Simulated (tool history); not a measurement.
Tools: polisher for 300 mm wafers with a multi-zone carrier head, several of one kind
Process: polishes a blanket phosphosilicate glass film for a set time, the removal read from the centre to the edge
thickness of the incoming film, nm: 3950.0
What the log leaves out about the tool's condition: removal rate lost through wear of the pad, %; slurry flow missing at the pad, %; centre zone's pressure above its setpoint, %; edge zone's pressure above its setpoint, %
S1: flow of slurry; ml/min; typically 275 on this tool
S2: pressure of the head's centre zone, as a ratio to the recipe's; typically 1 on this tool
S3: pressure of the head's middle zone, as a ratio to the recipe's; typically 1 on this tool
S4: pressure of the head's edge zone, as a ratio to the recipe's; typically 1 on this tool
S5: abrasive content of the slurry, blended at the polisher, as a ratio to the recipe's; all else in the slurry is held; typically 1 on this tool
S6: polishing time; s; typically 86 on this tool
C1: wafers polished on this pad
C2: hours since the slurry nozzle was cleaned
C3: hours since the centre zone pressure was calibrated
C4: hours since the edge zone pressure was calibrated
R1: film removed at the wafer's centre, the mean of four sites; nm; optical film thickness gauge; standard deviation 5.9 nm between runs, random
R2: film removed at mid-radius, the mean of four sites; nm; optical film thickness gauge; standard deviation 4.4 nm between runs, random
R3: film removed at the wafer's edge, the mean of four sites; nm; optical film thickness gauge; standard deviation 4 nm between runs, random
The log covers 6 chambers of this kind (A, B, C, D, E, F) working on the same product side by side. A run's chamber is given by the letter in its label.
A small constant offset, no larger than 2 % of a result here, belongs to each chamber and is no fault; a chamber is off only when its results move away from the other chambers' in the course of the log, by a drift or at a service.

run   hour   S1    S2  S3    S4   S5  S6    C1     C2     C3      C4      R1      R2      R3
       1.5  -- chamber F: worn pad replaced by a new one
 1C   10.5  275     1   1     1    1  86   516  192.6  870.7   962.8  456.29  458.62  459.25
      11.3  -- chamber D: worn pad replaced by a new one
        13  -- chamber A: centre zone pressure recalibrated
 2D   21.1  275     1   1     1    1  86    60  535.6  799.4   445.7  463.01  459.73  463.86
 3E   27.4  275     1   1     1    1  86   236  879.9    251  1094.5  454.68  463.85  456.23
 4F   35.8  275     1   1     1    1  86   210  800.7  204.2   170.6  458.71  457.32  464.08
 5B   45.6  350     1   1     1  1.2  86  1026  223.1  448.1   993.2  509.59  512.69  509.46
 6A   54.6  350     1   1     1  1.2  86   450  352.2   41.6   511.4  517.72   512.2  510.66
      56.4  -- chamber E: slurry nozzle cleaned
 7F   63.2  350     1   1     1  1.2  86   377  828.1  231.6     198  498.96  507.76  508.74
      70.7  -- chamber C: edge zone pressure recalibrated
 8C   71.3  350     1   1     1  1.2  86   888  253.4  931.5     0.6  499.28  500.78  512.29
 9E   80.6  350     1   1     1  1.2  86   562   24.2  304.2  1147.7  496.85  517.87  512.86
      82.4  -- chamber C: worn pad replaced by a new one
      84.6  -- chamber C: centre zone pressure recalibrated
10A   90.5  350     1   1     1  1.2  86   670  388.1   77.5   547.3   526.4  518.17  505.39
11D   98.4  275     1   1     1    1  86   533  612.9  876.7     523  462.37  469.11  453.18
      99.5  -- chamber B: worn pad replaced by a new one
12B  107.5  275     1   1     1    1  86    49    285    510  1055.1  456.04  465.09  461.92
13C  112.6  275     1   1     1    1  86   185  294.7   28.1    41.9  467.26  458.33  462.31
14E  118.4  275     1   1  1.05  1.1  86   793     62    342  1185.5  479.53  486.89  492.88
       122  -- chamber C: slurry nozzle cleaned
     122.1  -- chamber B: slurry nozzle cleaned
15D  125.2  275     1   1  1.05  1.1  86   697  639.7  903.5   549.8   484.7  487.16  496.21
16A  133.3  275     1   1  1.05  1.1  86   932  430.9  120.3   590.1  490.52  470.46   498.4
17F  138.5  275     1   1  1.05  1.1  86   838  903.4  306.9   273.3  474.69  474.28  497.82
18B  144.8  275     1   1  1.05  1.1  86   277   22.8  547.3  1092.4  474.92  489.29  503.31
     146.6  -- chamber F: slurry nozzle cleaned
     147.5  -- chamber F: worn pad replaced by a new one
19F  153.7  275     1   1  1.05  1.1  86    38    7.2  322.1   288.5  487.07  480.54  493.67
     156.7  -- chamber D: worn pad replaced by a new one
20C  162.3  275     1   1     1    1  86   489   40.3   77.8    91.6  468.92  456.79  457.08
     169.2  -- chamber E: worn pad replaced by a new one
21A  170.4  275     1   1     1    1  86  1159    468  157.4   627.2  460.64  444.94  447.34
22B  180.3  275     1   1     1    1  86   494   58.3  582.8  1127.9   460.3  453.02  465.06
23D  186.9  275     1   1     1    1  86   184  701.4  965.2   611.5  471.93  459.67  465.87
24E  197.5  275     1   1     1    1  86   173  141.1  421.1  1264.6  449.52  467.69  463.02
25E  206.7  275     1   1     1    1  86   229  150.3  430.3  1273.8  455.14  464.88  457.74
     215.4  -- chamber D: centre zone pressure recalibrated
26F  216.4  275     1   1     1    1  86   421   69.9  384.8   351.2  447.94  470.39  464.46
27B  225.6  275     1   1     1    1  86   772  103.6  628.1  1173.2  451.84  469.67  470.17
     234.2  -- chamber E: centre zone pressure recalibrated
     234.4  -- chamber E: edge zone pressure recalibrated
28A  235.5  275     1   1     1    1  86  1557  533.1  222.5   692.3  435.87  422.21   432.5
29C    246  335  1.05   1     1    1  86  1001    124  161.5   175.3  504.98  469.71  458.87
     248.9  -- chamber A: slurry nozzle cleaned
30D  252.1  335  1.05   1     1    1  86   583  766.6   36.8   676.7  515.85  477.92  467.69
31F  260.3  335  1.05   1     1    1  86   690  113.8  428.7   395.1  501.71   470.5  469.87
32A    269  335  1.05   1     1    1  86  1762   20.2    256   725.8  457.33  415.67   424.7
     270.8  -- chamber C: worn pad replaced by a new one
33E  273.8  335  1.05   1     1    1  86   640  217.4   39.6    39.5  485.47  478.99  463.81
34C  279.1  335  1.05   1     1    1  86    51  157.1  194.6   208.4  500.74  465.77  468.24
35B    289  275     1   1     1    1  86  1160    167  691.5  1236.6  460.56  461.21  471.63
36D  299.2  275     1   1     1    1  86   872  813.7   83.9   723.8  474.94  464.69  459.29

For the next run the whole fleet of 6 chambers uses the same settings. Give each chamber's results:
37A  306.8  275   1   1  0.9   1  86                   ?   ?   ?
37B  306.8  275   1   1  0.9   1  86                   ?   ?   ?
37C  306.8  275   1   1  0.9   1  86                   ?   ?   ?
37D  306.8  275   1   1  0.9   1  86                   ?   ?   ?
37E  306.8  275   1   1  0.9   1  86                   ?   ?   ?
37F  306.8  275   1   1  0.9   1  86                   ?   ?   ?

run      R1      R2      R3
37A  405.99   402.3  381.11
37B  461.16  468.72  443.87
37C  460.11  454.01  432.65
37D  454.48  458.85  437.49
37E   462.2  469.27  441.01
37F  459.72  471.41  438.22
